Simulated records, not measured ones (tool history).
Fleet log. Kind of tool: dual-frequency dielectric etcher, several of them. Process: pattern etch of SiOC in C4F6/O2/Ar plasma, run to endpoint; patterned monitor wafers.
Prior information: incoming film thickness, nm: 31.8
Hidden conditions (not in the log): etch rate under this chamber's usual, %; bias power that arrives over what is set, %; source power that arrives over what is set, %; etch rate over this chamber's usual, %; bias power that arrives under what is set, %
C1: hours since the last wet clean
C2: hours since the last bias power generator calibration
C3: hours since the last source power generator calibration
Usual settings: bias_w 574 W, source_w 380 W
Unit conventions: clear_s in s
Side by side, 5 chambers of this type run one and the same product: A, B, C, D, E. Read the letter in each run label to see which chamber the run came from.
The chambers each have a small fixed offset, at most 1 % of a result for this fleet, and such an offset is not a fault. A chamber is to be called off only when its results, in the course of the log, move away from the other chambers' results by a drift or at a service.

run 1E hour=11.3 | bias_w=574 source_w=380 | C1=256.0 C2=217.2 C3=701.2 | clear_s=10.3670
run 2B hour=24.8 | bias_w=574 source_w=380 | C1=479.3 C2=2530.3 C3=3350.4 | clear_s=10.3420
run 3A hour=38.0 | bias_w=574 source_w=380 | C1=407.3 C2=931.2 C3=1761.3 | clear_s=10.3790
-- hour=39.5 chamber B: wet clean of the chamber
run 4C hour=53.7 | bias_w=574 source_w=380 | C1=558.5 C2=1304.6 C3=1058.5 | clear_s=10.3660
run 5D hour=63.0 | bias_w=574 source_w=380 | C1=288.4 C2=2209.0 C3=1749.9 | clear_s=10.3040
run 6A hour=73.1 | bias_w=574 source_w=380 | C1=442.4 C2=966.3 C3=1796.4 | clear_s=10.3970
run 7B hour=84.8 | bias_w=712 source_w=330 | C1=45.3 C2=2590.3 C3=3410.4 | clear_s=9.9676
run 8E hour=92.2 | bias_w=712 source_w=330 | C1=336.9 C2=298.1 C3=782.1 | clear_s=9.9572
-- hour=95.7 chamber A: wet clean of the chamber
-- hour=98.3 chamber C: wet clean of the chamber
run 9D hour=102.4 | bias_w=712 source_w=330 | C1=327.8 C2=2248.4 C3=1789.3 | clear_s=9.9063
run 10C hour=117.0 | bias_w=712 source_w=330 | C1=18.7 C2=1367.9 C3=1121.8 | clear_s=10.0660
run 11D hour=126.8 | bias_w=712 source_w=330 | C1=352.2 C2=2272.8 C3=1813.7 | clear_s=10.0130
run 12E hour=139.3 | bias_w=574 source_w=380 | C1=384.0 C2=345.2 C3=829.2 | clear_s=10.3020
run 13C hour=151.0 | bias_w=574 source_w=380 | C1=52.7 C2=1401.9 C3=1155.8 | clear_s=10.4260
run 14B hour=160.6 | bias_w=574 source_w=380 | C1=121.1 C2=2666.1 C3=3486.2 | clear_s=10.4130
run 15A hour=167.8 | bias_w=621 source_w=450 | C1=72.2 C2=1061.0 C3=1891.1 | clear_s=9.3994
run 16E hour=175.7 | bias_w=621 source_w=450 | C1=420.4 C2=381.6 C3=865.6 | clear_s=9.3918
run 17A hour=189.6 | bias_w=621 source_w=450 | C1=94.0 C2=1082.8 C3=1912.9 | clear_s=9.4604
run 18C hour=200.4 | bias_w=621 source_w=450 | C1=102.1 C2=1451.3 C3=1205.2 | clear_s=9.4572
run 19D hour=211.7 | bias_w=621 source_w=450 | C1=437.1 C2=2357.7 C3=1898.6 | clear_s=9.3429
run 20B hour=219.9 | bias_w=574 source_w=380 | C1=180.4 C2=2725.4 C3=3545.5 | clear_s=10.3280
-- hour=231.4 chamber D: wet clean of the chamber
run 21D hour=232.8 | bias_w=574 source_w=380 | C1=1.5 C2=2378.8 C3=1919.7 | clear_s=10.3010
-- hour=240.8 chamber E: wet clean of the chamber
run 22E hour=246.2 | bias_w=574 source_w=380 | C1=5.5 C2=452.1 C3=936.1 | clear_s=10.2820
run 23A hour=257.2 | bias_w=574 source_w=380 | C1=161.6 C2=1150.4 C3=1980.5 | clear_s=10.3660
run 24B hour=272.0 | bias_w=452 source_w=290 | C1=232.5 C2=2777.5 C3=3597.6 | clear_s=12.4970
run 25C hour=282.6 | bias_w=452 source_w=290 | C1=184.3 C2=1533.5 C3=1287.4 | clear_s=12.5400
run 26D hour=296.7 | bias_w=452 source_w=290 | C1=65.4 C2=2442.7 C3=1983.6 | clear_s=12.3740
run 27C hour=310.8 | bias_w=452 source_w=290 | C1=212.5 C2=1561.7 C3=1315.6 | clear_s=12.5620
-- hour=319.8 chamber B: bias power generator calibrated
run 28E hour=322.6 | bias_w=452 source_w=290 | C1=81.9 C2=528.5 C3=1012.5 | clear_s=12.5040
run 29B hour=336.9 | bias_w=574 source_w=380 | C1=297.4 C2=17.1 C3=3662.5 | clear_s=10.3330
run 30A hour=346.1 | bias_w=574 source_w=380 | C1=250.5 C2=1239.3 C3=2069.4 | clear_s=10.3420
run 31A hour=361.7 | bias_w=574 source_w=380 | C1=266.1 C2=1254.9 C3=2085.0 | clear_s=10.3570
run 32C hour=371.5 | bias_w=574 source_w=380 | C1=273.2 C2=1622.4 C3=1376.3 | clear_s=10.3190
run 33D hour=381.0 | bias_w=574 source_w=380 | C1=149.7 C2=2527.0 C3=2067.9 | clear_s=10.2470
run 34B hour=388.9 | bias_w=574 source_w=380 | C1=349.4 C2=69.1 C3=3714.5 | clear_s=10.3240
run 35E hour=404.4 | bias_w=574 source_w=380 | C1=163.7 C2=610.3 C3=1094.3 | clear_s=10.2770
-- hour=412.1 chamber D: source power generator calibrated
run 36C hour=417.1 | bias_w=574 source_w=380 | C1=318.8 C2=1668.0 C3=1421.9 | clear_s=10.3340
-- hour=422.6 chamber B: source power generator calibrated
run 37E hour=432.2 | bias_w=574 source_w=380 | C1=191.5 C2=638.1 C3=1122.1 | clear_s=10.2720
run 38A hour=445.4 | bias_w=574 source_w=380 | C1=349.8 C2=1338.6 C3=2168.7 | clear_s=10.3530
run 39B hour=454.2 | bias_w=574 source_w=380 | C1=414.7 C2=134.4 C3=31.7 | clear_s=10.2980
run 40D hour=470.1 | bias_w=574 source_w=380 | C1=238.8 C2=2616.1 C3=58.0 | clear_s=10.3020
run 41C hour=482.8 | bias_w=574 source_w=380 | C1=384.5 C2=1733.7 C3=1487.6 | clear_s=10.4010

Decide between three cases: one chamber stands off from its peers, the gauge reading all wafers drifts, or nothing is wrong past each chamber's small offset. Where a chamber is off, say which and what most likely put it there.

Neither any chamber nor the gauge drifts; the chambers differ only by their own small, steady offsets.
